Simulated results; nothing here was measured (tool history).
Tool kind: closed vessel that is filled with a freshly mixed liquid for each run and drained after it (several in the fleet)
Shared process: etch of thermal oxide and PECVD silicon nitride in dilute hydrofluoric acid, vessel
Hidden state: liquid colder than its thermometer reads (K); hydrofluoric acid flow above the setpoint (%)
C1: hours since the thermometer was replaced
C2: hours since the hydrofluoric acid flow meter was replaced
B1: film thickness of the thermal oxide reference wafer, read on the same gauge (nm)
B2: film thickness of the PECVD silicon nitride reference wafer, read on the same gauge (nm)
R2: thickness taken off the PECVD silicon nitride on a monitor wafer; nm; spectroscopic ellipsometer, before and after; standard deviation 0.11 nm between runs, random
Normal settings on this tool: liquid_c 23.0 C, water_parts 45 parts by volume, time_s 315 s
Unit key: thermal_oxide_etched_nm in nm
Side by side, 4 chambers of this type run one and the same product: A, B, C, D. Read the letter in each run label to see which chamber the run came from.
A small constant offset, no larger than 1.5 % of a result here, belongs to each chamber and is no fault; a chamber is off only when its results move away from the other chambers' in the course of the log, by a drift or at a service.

Run 1D, day 0.196: usual settings; C1 230.9; C2 271.9; B1 119.98; B2 59.985. Result: thermal_oxide_etched_nm 33.671 nm, R2 27.873 nm.
Run 2C, day 0.425: usual settings; C1 940.2; C2 598.1; B1 120.00; B2 60.045. Result: thermal_oxide_etched_nm 33.748 nm, R2 28.045 nm.
Run 3A, day 0.838: usual settings; C1 327.3; C2 976.0; B1 119.98; B2 60.018. Result: thermal_oxide_etched_nm 34.887 nm, R2 28.549 nm.
Run 4B, day 1.258: usual settings; C1 129.6; C2 253.4; B1 119.98; B2 60.002. Result: thermal_oxide_etched_nm 34.072 nm, R2 28.380 nm.
Run 5A, day 1.658: usual settings; C1 347.0; C2 995.7; B1 120.03; B2 59.989. Result: thermal_oxide_etched_nm 34.530 nm, R2 28.416 nm.
Run 6B, day 1.871: usual settings; C1 144.3; C2 268.1; B1 119.98; B2 60.037. Result: thermal_oxide_etched_nm 34.071 nm, R2 28.237 nm.
Run 7C, day 2.154: usual settings but time_s 155 s; C1 981.7; C2 639.6; B1 120.03; B2 59.999. Result: thermal_oxide_etched_nm 16.730 nm, R2 13.859 nm.
Run 8D, day 2.517: usual settings but time_s 155 s; C1 286.6; C2 327.6; B1 119.94; B2 59.956. Result: thermal_oxide_etched_nm 16.507 nm, R2 13.893 nm.
Run 9A, day 2.904: usual settings but time_s 155 s; C1 376.9; C2 1025.6; B1 120.00; B2 59.981. Result: thermal_oxide_etched_nm 17.287 nm, R2 14.107 nm.
Run 10B, day 3.121: usual settings but time_s 155 s; C1 174.3; C2 298.1; B1 120.01; B2 59.956. Result: thermal_oxide_etched_nm 16.654 nm, R2 13.923 nm.
Run 11C, day 3.321: usual settings; C1 1009.7; C2 667.6; B1 120.02; B2 60.028. Result: thermal_oxide_etched_nm 34.091 nm, R2 28.038 nm.
Run 12D, day 3.683: usual settings; C1 314.6; C2 355.6; B1 120.03; B2 60.015. Result: thermal_oxide_etched_nm 33.800 nm, R2 28.146 nm.
Run 13C, day 4.083: usual settings; C1 1028.0; C2 685.9; B1 119.99; B2 60.008. Result: thermal_oxide_etched_nm 33.669 nm, R2 28.179 nm.
Run 14D, day 4.283: usual settings; C1 329.0; C2 370.0; B1 120.01; B2 59.980. Result: thermal_oxide_etched_nm 34.163 nm, R2 28.296 nm.
Run 15A, day 4.629: usual settings; C1 418.3; C2 1067.0; B1 119.99; B2 59.960. Result: thermal_oxide_etched_nm 34.625 nm, R2 28.667 nm.
Run 16B, day 4.867: usual settings; C1 216.2; C2 340.0; B1 120.01; B2 60.002. Result: thermal_oxide_etched_nm 33.784 nm, R2 28.165 nm.
Run 17B, day 5.292: usual settings; C1 226.4; C2 350.2; B1 119.97; B2 60.006. Result: thermal_oxide_etched_nm 33.673 nm, R2 28.194 nm.
Run 18C, day 5.500: usual settings; C1 1062.0; C2 719.9; B1 120.00; B2 60.026. Result: thermal_oxide_etched_nm 34.146 nm, R2 28.010 nm.
Run 19D, day 5.838: usual settings but liquid_c 27.0 C, water_parts 50 parts by volume; C1 366.3; C2 407.3; B1 120.02; B2 59.978. Result: thermal_oxide_etched_nm 36.174 nm, R2 34.160 nm.
Run 20A, day 6.162: usual settings but liquid_c 27.0 C, water_parts 50 parts by volume; C1 455.1; C2 1103.8; B1 120.03; B2 59.994. Result: thermal_oxide_etched_nm 35.869 nm, R2 33.663 nm.
Run 21A, day 6.412: usual settings but liquid_c 27.0 C, water_parts 50 parts by volume; C1 461.1; C2 1109.8; B1 120.01; B2 60.019. Result: thermal_oxide_etched_nm 36.331 nm, R2 33.526 nm.
Run 22C, day 6.812: usual settings but liquid_c 27.0 C, water_parts 50 parts by volume; C1 1093.5; C2 751.4; B1 120.00; B2 60.006. Result: thermal_oxide_etched_nm 35.413 nm, R2 33.143 nm.
Run 23D, day 7.033: usual settings; C1 395.0; C2 436.0; B1 119.98; B2 59.981. Result: thermal_oxide_etched_nm 35.077 nm, R2 28.875 nm.
Run 24B, day 7.233: usual settings; C1 273.0; C2 396.8; B1 119.97; B2 59.962. Result: thermal_oxide_etched_nm 33.811 nm, R2 28.202 nm.
At day 7.479: chamber B: hydrofluoric acid flow meter replaced.
Run 25C, day 7.558: usual settings; C1 1111.4; C2 769.3; B1 120.01; B2 59.965. Result: thermal_oxide_etched_nm 34.193 nm, R2 28.057 nm.
Run 26A, day 7.775: usual settings; C1 493.8; C2 1142.5; B1 120.00; B2 59.989. Result: thermal_oxide_etched_nm 34.183 nm, R2 28.660 nm.
Run 27D, day 8.167: usual settings; C1 422.2; C2 463.2; B1 120.00; B2 59.977. Result: thermal_oxide_etched_nm 35.414 nm, R2 29.240 nm.
Run 28B, day 8.392: usual settings but liquid_c 27.0 C; C1 300.8; C2 21.9; B1 119.99; B2 60.010. Result: thermal_oxide_etched_nm 40.289 nm, R2 36.808 nm.
Run 29B, day 8.817: usual settings but liquid_c 27.0 C; C1 311.0; C2 32.1; B1 119.98; B2 60.012. Result: thermal_oxide_etched_nm 39.751 nm, R2 36.735 nm.
Run 30C, day 9.188: usual settings but liquid_c 27.0 C; C1 1150.5; C2 808.4; B1 120.03; B2 60.019. Result: thermal_oxide_etched_nm 39.971 nm, R2 36.784 nm.
Run 31D, day 9.454: usual settings but liquid_c 27.0 C; C1 453.1; C2 494.1; B1 120.01; B2 59.974. Result: thermal_oxide_etched_nm 43.202 nm, R2 38.726 nm.
Run 32A, day 9.712: usual settings; C1 540.3; C2 1189.0; B1 120.00; B2 59.983. Result: thermal_oxide_etched_nm 34.917 nm, R2 28.448 nm.
Run 33A, day 9.946: usual settings; C1 545.9; C2 1194.6; B1 120.00; B2 59.971. Result: thermal_oxide_etched_nm 34.769 nm, R2 28.429 nm.
Run 34D, day 10.346: usual settings; C1 474.5; C2 515.5; B1 120.01; B2 59.974. Result: thermal_oxide_etched_nm 35.481 nm, R2 29.893 nm.
Run 35C, day 10.650: usual settings; C1 1185.6; C2 843.5; B1 120.00; B2 60.010. Result: thermal_oxide_etched_nm 34.312 nm, R2 27.983 nm.

Next, all 4 chambers run the settings below, one line each with question marks for the results. What does each chamber give?
Run 36A, day 10.962: usual settings but liquid_c 21.5 C. Result: thermal_oxide_etched_nm ?, R2 ?.
Run 36B, day 10.962: usual settings but liquid_c 21.5 C. Result: thermal_oxide_etched_nm ?, R2 ?.
Run 36C, day 10.962: usual settings but liquid_c 21.5 C. Result: thermal_oxide_etched_nm ?, R2 ?.
Run 36D, day 10.962: usual settings but liquid_c 21.5 C. Result: thermal_oxide_etched_nm ?, R2 ?.

run  thermal_oxide_etched_nm      R2
36A                   32.718  25.756
36B                   31.878  25.400
36C                   31.651  25.251
36D                   34.168  26.998
